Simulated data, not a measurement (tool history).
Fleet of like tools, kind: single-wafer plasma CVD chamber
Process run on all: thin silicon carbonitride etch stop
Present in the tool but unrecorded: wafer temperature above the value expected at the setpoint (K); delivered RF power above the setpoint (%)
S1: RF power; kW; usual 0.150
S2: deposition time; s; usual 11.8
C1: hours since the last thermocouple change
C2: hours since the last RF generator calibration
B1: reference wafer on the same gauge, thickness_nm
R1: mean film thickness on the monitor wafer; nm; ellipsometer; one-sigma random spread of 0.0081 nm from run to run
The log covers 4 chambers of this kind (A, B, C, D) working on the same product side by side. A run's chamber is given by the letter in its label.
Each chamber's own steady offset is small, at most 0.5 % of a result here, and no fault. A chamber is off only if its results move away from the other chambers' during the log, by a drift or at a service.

| run | hour | S1 | S2 | C1 | C2 | B1 | R1 |
|---|---|---|---|---|---|---|---|
| 1B | 5.8 | 0.150 | 11.8 | 2000.6 | 2282.3 | 5.2012 | 6.1693 |
| 2C | 8.5 | 0.150 | 11.8 | 388.3 | 2259.9 | 5.2017 | 6.1630 |
| 3A | 12.2 | 0.150 | 11.8 | 1690.5 | 1604.2 | 5.2023 | 6.1950 |
| 4D | 17.6 | 0.150 | 11.8 | 1985.7 | 85.4 | 5.2032 | 6.1497 |
| 5B | 22.2 | 0.150 | 11.8 | 2017.0 | 2298.7 | 5.2052 | 6.1722 |
| 6D | 27.0 | 0.150 | 11.8 | 1995.1 | 94.8 | 5.2061 | 6.1638 |
| 7A | 30.0 | 0.150 | 11.8 | 1708.3 | 1622.0 | 5.2062 | 6.1854 |
| 8C | 34.0 | 0.150 | 11.8 | 413.8 | 2285.4 | 5.2066 | 6.1901 |
| 9D | 37.1 | 0.150 | 11.8 | 2005.2 | 104.9 | 5.2083 | 6.1534 |
| 10C | 41.4 | 0.180 | 11.8 | 421.2 | 2292.8 | 5.2095 | 6.5338 |
| 11B | 45.8 | 0.180 | 11.8 | 2040.6 | 2322.3 | 5.2098 | 6.5359 |
| 12A | 49.5 | 0.180 | 11.8 | 1727.8 | 1641.5 | 5.2119 | 6.5603 |
| 13A | 52.1 | 0.180 | 11.8 | 1730.4 | 1644.1 | 5.2105 | 6.5545 |
| 14D | 57.6 | 0.170 | 11.8 | 2025.7 | 125.4 | 5.2137 | 6.4162 |
| 15C | 61.0 | 0.170 | 11.8 | 440.8 | 2312.4 | 5.2136 | 6.4227 |
| 16B | 64.0 | 0.170 | 11.8 | 2058.8 | 2340.5 | 5.2130 | 6.4124 |
| 17D | 68.3 | 0.170 | 11.8 | 2036.4 | 136.1 | 5.2157 | 6.4191 |
| 18A | 71.9 | 0.150 | 11.8 | 1750.2 | 1663.9 | 5.2144 | 6.2180 |
| 19B | 76.1 | 0.150 | 11.8 | 2070.9 | 2352.6 | 5.2155 | 6.1697 |
| 20C | 81.7 | 0.135 | 12.8 | 461.5 | 2333.1 | 5.2169 | 6.5332 |
| 21A | 84.9 | 0.135 | 12.8 | 1763.2 | 1676.9 | 5.2186 | 6.5342 |
| 22B | 87.8 | 0.135 | 12.8 | 2082.6 | 2364.3 | 5.2192 | 6.4935 |
| 23D | 91.8 | 0.135 | 12.8 | 2059.9 | 159.6 | 5.2193 | 6.4827 |
| 24C | 96.3 | 0.150 | 14.0 | 476.1 | 2347.7 | 5.2208 | 7.3586 |
| 25C | 99.5 | 0.150 | 14.0 | 479.3 | 2350.9 | 5.2228 | 7.3534 |
|  | 99.6 | chamber B: RF generator calibrated |
| 26D | 103.2 | 0.150 | 14.0 | 2071.3 | 171.0 | 5.2224 | 7.3431 |
| 27A | 108.0 | 0.150 | 14.0 | 1786.3 | 1700.0 | 5.2247 | 7.3879 |
| 28B | 112.2 | 0.150 | 11.8 | 2107.0 | 12.6 | 5.2263 | 6.1996 |
| 29A | 115.0 | 0.150 | 11.8 | 1793.3 | 1707.0 | 5.2237 | 6.2229 |
| 30B | 118.2 | 0.150 | 11.8 | 2113.0 | 18.6 | 5.2262 | 6.1971 |
| 31C | 121.6 | 0.150 | 11.8 | 501.4 | 2373.0 | 5.2274 | 6.1989 |
| 32D | 125.6 | 0.150 | 11.8 | 2093.7 | 193.4 | 5.2244 | 6.1791 |

Decide between three cases: one chamber stands off from its peers, the gauge reading all wafers drifts, or nothing is wrong past each chamber's small offset. Where a chamber is off, say which and what most likely put it there.

Gauge drift. The chambers move together only on paper, and none stands off.
What lies behind it: gauge reads high (%) = 0.545.
